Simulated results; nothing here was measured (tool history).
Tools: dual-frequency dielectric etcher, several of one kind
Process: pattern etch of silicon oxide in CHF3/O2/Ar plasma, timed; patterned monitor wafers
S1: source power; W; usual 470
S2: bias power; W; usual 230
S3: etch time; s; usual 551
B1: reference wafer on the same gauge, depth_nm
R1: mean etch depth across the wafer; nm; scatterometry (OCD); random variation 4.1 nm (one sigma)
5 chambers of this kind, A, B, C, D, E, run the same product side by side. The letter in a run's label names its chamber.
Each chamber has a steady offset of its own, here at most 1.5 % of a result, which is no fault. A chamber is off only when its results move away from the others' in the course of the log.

{"run": "1C", "hour": 16.2, "S1": 470, "S2": 230, "S3": 551, "B1": 940, "R1": 1090.9}
{"run": "2B", "hour": 29.3, "S1": 470, "S2": 230, "S3": 551, "B1": 940.24, "R1": 1086.7}
{"run": "3A", "hour": 43.4, "S1": 470, "S2": 230, "S3": 551, "B1": 939.82, "R1": 1087.8}
{"run": "4D", "hour": 57.9, "S1": 470, "S2": 230, "S3": 551, "B1": 940.05, "R1": 1078.5}
{"run": "5E", "hour": 67.6, "S1": 470, "S2": 230, "S3": 551, "B1": 939.58, "R1": 1066.6}
{"run": "6E", "hour": 79.6, "S1": 470, "S2": 230, "S3": 551, "B1": 939.7, "R1": 1075.6}
{"run": "7A", "hour": 92.9, "S1": 470, "S2": 230, "S3": 551, "B1": 939.76, "R1": 1081.2}
{"run": "8B", "hour": 105.4, "S1": 470, "S2": 230, "S3": 551, "B1": 940.06, "R1": 1079.5}
{"run": "9D", "hour": 120.7, "S1": 470, "S2": 230, "S3": 551, "B1": 940.09, "R1": 1070.3}
{"hour": 123.1, "done": "chamber B: source power generator calibrated"}
{"run": "10C", "hour": 131.2, "S1": 470, "S2": 230, "S3": 551, "B1": 939.51, "R1": 1103.2}
{"hour": 131.4, "done": "chamber B: wet clean of the chamber"}
{"run": "11C", "hour": 144.2, "S1": 470, "S2": 230, "S3": 551, "B1": 939.6, "R1": 1091.5}
{"run": "12A", "hour": 153.4, "S1": 470, "S2": 230, "S3": 551, "B1": 940.41, "R1": 1080.2}
{"run": "13B", "hour": 168.3, "S1": 470, "S2": 230, "S3": 551, "B1": 939.62, "R1": 1089.9}
{"run": "14D", "hour": 178.4, "S1": 470, "S2": 230, "S3": 551, "B1": 940.2, "R1": 1077.6}
{"run": "15E", "hour": 189.1, "S1": 470, "S2": 230, "S3": 551, "B1": 939.8, "R1": 1068}
{"run": "16D", "hour": 199.5, "S1": 470, "S2": 230, "S3": 551, "B1": 940.02, "R1": 1080.2}
{"run": "17B", "hour": 209.8, "S1": 470, "S2": 230, "S3": 681.5, "B1": 939.99, "R1": 1342.5}
{"run": "18C", "hour": 223.6, "S1": 470, "S2": 230, "S3": 681.5, "B1": 940.28, "R1": 1348.6}
{"run": "19A", "hour": 231.7, "S1": 470, "S2": 230, "S3": 681.5, "B1": 939.2, "R1": 1338.2}
{"run": "20E", "hour": 244.2, "S1": 470, "S2": 230, "S3": 681.5, "B1": 939.7, "R1": 1322.5}
{"hour": 252.2, "done": "chamber C: wet clean of the chamber"}
{"run": "21A", "hour": 256.9, "S1": 470, "S2": 230, "S3": 681.5, "B1": 940.3, "R1": 1349.5}
{"run": "22E", "hour": 267.8, "S1": 470, "S2": 230, "S3": 551, "B1": 939.97, "R1": 1068.2}
{"hour": 271.7, "done": "chamber D: wet clean of the chamber"}
{"run": "23B", "hour": 275.6, "S1": 470, "S2": 230, "S3": 551, "B1": 940.34, "R1": 1088.3}
{"run": "24C", "hour": 283.0, "S1": 560, "S2": 230, "S3": 551, "B1": 940.36, "R1": 1205.6}
{"run": "25D", "hour": 293.6, "S1": 560, "S2": 230, "S3": 551, "B1": 940.15, "R1": 1153.2}
{"run": "26A", "hour": 307.8, "S1": 560, "S2": 230, "S3": 551, "B1": 939.68, "R1": 1156.7}
{"run": "27E", "hour": 319.2, "S1": 560, "S2": 230, "S3": 551, "B1": 941.09, "R1": 1143.4}
{"run": "28D", "hour": 330.6, "S1": 560, "S2": 230, "S3": 551, "B1": 940.05, "R1": 1151.7}
{"run": "29C", "hour": 345.8, "S1": 470, "S2": 230, "S3": 551, "B1": 938.93, "R1": 1124.9}
{"run": "30B", "hour": 355.0, "S1": 470, "S2": 230, "S3": 551, "B1": 939.5, "R1": 1084.7}
{"run": "31D", "hour": 369.1, "S1": 470, "S2": 230, "S3": 551, "B1": 940.99, "R1": 1076.2}
{"run": "32E", "hour": 382.4, "S1": 470, "S2": 230, "S3": 551, "B1": 940.02, "R1": 1073.6}
{"run": "33C", "hour": 393.5, "S1": 400, "S2": 230, "S3": 495, "B1": 940.39, "R1": 951.84}
{"run": "34A", "hour": 403.1, "S1": 400, "S2": 230, "S3": 495, "B1": 940.19, "R1": 919.25}
{"hour": 406.3, "done": "chamber A: wet clean of the chamber"}
{"run": "35B", "hour": 414.7, "S1": 400, "S2": 230, "S3": 495, "B1": 939.86, "R1": 912.85}
{"run": "36E", "hour": 423.5, "S1": 400, "S2": 230, "S3": 495, "B1": 940.45, "R1": 908.78}
{"run": "37D", "hour": 432.5, "S1": 400, "S2": 230, "S3": 495, "B1": 939.72, "R1": 911.42}
{"hour": 441.7, "done": "chamber A: bias power generator calibrated"}
{"run": "38C", "hour": 443.7, "S1": 470, "S2": 230, "S3": 551, "B1": 939.33, "R1": 1137.6}
{"run": "39A", "hour": 458.9, "S1": 470, "S2": 230, "S3": 551, "B1": 940.47, "R1": 1080.9}
{"run": "40B", "hour": 471.6, "S1": 370, "S2": 194, "S3": 551, "B1": 938.76, "R1": 928.57}
{"run": "41D", "hour": 481.1, "S1": 370, "S2": 194, "S3": 551, "B1": 941, "R1": 925.59}
{"run": "42A", "hour": 493.6, "S1": 370, "S2": 194, "S3": 551, "B1": 938.72, "R1": 930.62}
{"run": "43C", "hour": 508.8, "S1": 370, "S2": 194, "S3": 551, "B1": 938.9, "R1": 972.1}

Next, every chamber runs the same settings. What will each give?
{"run": "44A", "hour": 520.6, "S1": 470, "S2": 230, "S3": 551, "R1": "?"}
{"run": "44B", "hour": 520.6, "S1": 470, "S2": 230, "S3": 551, "R1": "?"}
{"run": "44C", "hour": 520.6, "S1": 470, "S2": 230, "S3": 551, "R1": "?"}
{"run": "44D", "hour": 520.6, "S1": 470, "S2": 230, "S3": 551, "R1": "?"}
{"run": "44E", "hour": 520.6, "S1": 470, "S2": 230, "S3": 551, "R1": "?"}

run=44A R1=1086.6
run=44B R1=1084.5
run=44C R1=1122.1
run=44D R1=1068.8
run=44E R1=1066.9
